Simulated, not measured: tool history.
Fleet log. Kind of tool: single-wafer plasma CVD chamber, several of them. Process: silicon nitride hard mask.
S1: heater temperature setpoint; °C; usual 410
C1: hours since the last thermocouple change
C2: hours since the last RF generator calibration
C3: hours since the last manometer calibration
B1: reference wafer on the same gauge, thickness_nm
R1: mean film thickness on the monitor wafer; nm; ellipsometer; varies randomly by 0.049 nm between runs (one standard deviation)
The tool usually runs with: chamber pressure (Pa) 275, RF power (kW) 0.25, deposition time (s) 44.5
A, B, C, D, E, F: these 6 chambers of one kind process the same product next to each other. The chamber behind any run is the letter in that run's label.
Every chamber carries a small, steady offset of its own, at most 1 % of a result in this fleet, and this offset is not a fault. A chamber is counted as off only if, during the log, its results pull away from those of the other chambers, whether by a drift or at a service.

Run 1A, hour 4.4: usual settings; C1 1954.8; C2 195.9; C3 622.2; B1 49.693. Result: R1 48.368 nm.
Run 2D, hour 12.6: usual settings; C1 496.4; C2 688.4; C3 964.7; B1 49.691. Result: R1 48.375 nm.
Run 3C, hour 16.7: usual settings; C1 383.7; C2 2660.9; C3 1009.1; B1 49.673. Result: R1 47.928 nm.
Run 4E, hour 20.4: usual settings; C1 75.5; C2 872.1; C3 1142; B1 49.684. Result: R1 48.175 nm.
Run 5F, hour 25.4: usual settings; C1 193.3; C2 1549; C3 1070.6; B1 49.691. Result: R1 48.308 nm.
At hour 28.4: chamber F: RF generator calibrated.
Run 6B, hour 29.4: usual settings; C1 3177; C2 752.4; C3 878.5; B1 49.688. Result: R1 48.191 nm.
At hour 29.6: chamber C: RF generator calibrated.
Run 7E, hour 35.1: usual settings; C1 90.2; C2 886.8; C3 1156.7; B1 49.666. Result: R1 48.176 nm.
Run 8C, hour 41.9: usual settings; C1 408.9; C2 12.3; C3 1034.3; B1 49.676. Result: R1 47.881 nm.
Run 9F, hour 48.1: usual settings; C1 216; C2 19.7; C3 1093.3; B1 49.67. Result: R1 48.344 nm.
Run 10A, hour 53.1: usual settings but chamber pressure (Pa) 220; C1 2003.5; C2 244.6; C3 670.9; B1 49.665. Result: R1 45.576 nm.
Run 11D, hour 61.5: usual settings but chamber pressure (Pa) 220; C1 545.3; C2 737.3; C3 1013.6; B1 49.651. Result: R1 45.461 nm.
Run 12B, hour 66.7: usual settings but chamber pressure (Pa) 220; C1 3214.3; C2 789.7; C3 915.8; B1 49.658. Result: R1 45.354 nm.
Run 13B, hour 72.1: usual settings but chamber pressure (Pa) 220; C1 3219.7; C2 795.1; C3 921.2; B1 49.646. Result: R1 45.429 nm.
Run 14F, hour 77.3: usual settings but chamber pressure (Pa) 220; C1 245.2; C2 48.9; C3 1122.5; B1 49.635. Result: R1 45.457 nm.
Run 15C, hour 85.6: usual settings but chamber pressure (Pa) 220; C1 452.6; C2 56; C3 1078; B1 49.622. Result: R1 45.094 nm.
Run 16E, hour 90.4: usual settings; C1 145.5; C2 942.1; C3 1212; B1 49.629. Result: R1 48.057 nm.
Run 17A, hour 98: usual settings; C1 2048.4; C2 289.5; C3 715.8; B1 49.631. Result: R1 48.307 nm.
Run 18D, hour 102.6: usual settings but RF power (kW) 0.205; C1 586.4; C2 778.4; C3 1054.7; B1 49.624. Result: R1 41.804 nm.
Run 19E, hour 106.8: usual settings but RF power (kW) 0.205; C1 161.9; C2 958.5; C3 1228.4; B1 49.614. Result: R1 41.81 nm.
Run 20C, hour 112.1: usual settings but RF power (kW) 0.205; C1 479.1; C2 82.5; C3 1104.5; B1 49.629. Result: R1 41.564 nm.
Run 21A, hour 117.9: usual settings but RF power (kW) 0.205; C1 2068.3; C2 309.4; C3 735.7; B1 49.623. Result: R1 41.954 nm.
Run 22D, hour 123.6: usual settings but RF power (kW) 0.205; C1 607.4; C2 799.4; C3 1075.7; B1 49.594. Result: R1 41.749 nm.
Run 23B, hour 131.6: usual settings but RF power (kW) 0.205; C1 3279.2; C2 854.6; C3 980.7; B1 49.59. Result: R1 41.897 nm.
Run 24F, hour 137.6: usual settings; C1 305.5; C2 109.2; C3 1182.8; B1 49.597. Result: R1 48.195 nm.
At hour 143.7: chamber B: thermocouple changed; heater temperature recalibrated.
Run 25F, hour 144.5: usual settings; C1 312.4; C2 116.1; C3 1189.7; B1 49.579. Result: R1 48.137 nm.
Run 26C, hour 150.7: usual settings; C1 517.7; C2 121.1; C3 1143.1; B1 49.592. Result: R1 47.856 nm.
Run 27B, hour 158.5: usual settings; C1 14.9; C2 881.5; C3 1007.6; B1 49.574. Result: R1 48.206 nm.
Run 28A, hour 165.5: usual settings but RF power (kW) 0.21, deposition time (s) 50.2; C1 2115.9; C2 357; C3 783.3; B1 49.585. Result: R1 48.127 nm.
Run 29D, hour 172.5: usual settings but RF power (kW) 0.21, deposition time (s) 50.2; C1 656.3; C2 848.3; C3 1124.6; B1 49.569. Result: R1 47.985 nm.
Run 30E, hour 179.4: usual settings but RF power (kW) 0.21, deposition time (s) 50.2; C1 234.5; C2 1031.1; C3 1301; B1 49.569. Result: R1 47.968 nm.
Run 31D, hour 183.1: usual settings but RF power (kW) 0.21, deposition time (s) 50.2; C1 666.9; C2 858.9; C3 1135.2; B1 49.555. Result: R1 48.004 nm.
Run 32A, hour 190.8: usual settings but RF power (kW) 0.21, deposition time (s) 50.2; C1 2141.2; C2 382.3; C3 808.6; B1 49.536. Result: R1 48.147 nm.
Run 33E, hour 197.5: usual settings but RF power (kW) 0.21, deposition time (s) 50.2; C1 252.6; C2 1049.2; C3 1319.1; B1 49.564. Result: R1 47.884 nm.
Run 34C, hour 204: usual settings; C1 571; C2 174.4; C3 1196.4; B1 49.541. Result: R1 47.802 nm.
Run 35F, hour 209.1: usual settings; C1 377; C2 180.7; C3 1254.3; B1 49.538. Result: R1 48.122 nm.
At hour 213.2: chamber B: RF generator calibrated.
Run 36B, hour 217.7: usual settings; C1 74.1; C2 4.5; C3 1066.8; B1 49.532. Result: R1 48.23 nm.
Run 37B, hour 221.4: usual settings; C1 77.8; C2 8.2; C3 1070.5; B1 49.511. Result: R1 48.207 nm.
At hour 227.7: chamber A: thermocouple changed; heater temperature recalibrated.
Run 38C, hour 229.9: usual settings; C1 596.9; C2 200.3; C3 1222.3; B1 49.527. Result: R1 47.73 nm.
Run 39F, hour 234.3: usual settings but chamber pressure (Pa) 324; C1 402.2; C2 205.9; C3 1279.5; B1 49.516. Result: R1 50.159 nm.
Run 40E, hour 238.3: usual settings but chamber pressure (Pa) 324; C1 293.4; C2 1090; C3 1359.9; B1 49.522. Result: R1 50.063 nm.
Run 41D, hour 244.5: usual settings but chamber pressure (Pa) 324; C1 728.3; C2 920.3; C3 1196.6; B1 49.497. Result: R1 50.338 nm.
Run 42A, hour 248.3: usual settings but chamber pressure (Pa) 324; C1 20.6; C2 439.8; C3 866.1; B1 49.511. Result: R1 50.301 nm.
Run 43C, hour 256.8: usual settings but chamber pressure (Pa) 324; C1 623.8; C2 227.2; C3 1249.2; B1 49.485. Result: R1 49.811 nm.
Run 44F, hour 262.9: usual settings but chamber pressure (Pa) 324; C1 430.8; C2 234.5; C3 1308.1; B1 49.493. Result: R1 50.151 nm.

Which is it: a chamber that has drifted or been left off by a service, a gauge drift common to all chambers, or only each chamber's usual small offset? If a chamber is off, name it and its likeliest cause.

None of the chambers is off. What moves is the gauge, dragging all their readings along together.
Most likely cause: gauge reads low (%) = 0.419.

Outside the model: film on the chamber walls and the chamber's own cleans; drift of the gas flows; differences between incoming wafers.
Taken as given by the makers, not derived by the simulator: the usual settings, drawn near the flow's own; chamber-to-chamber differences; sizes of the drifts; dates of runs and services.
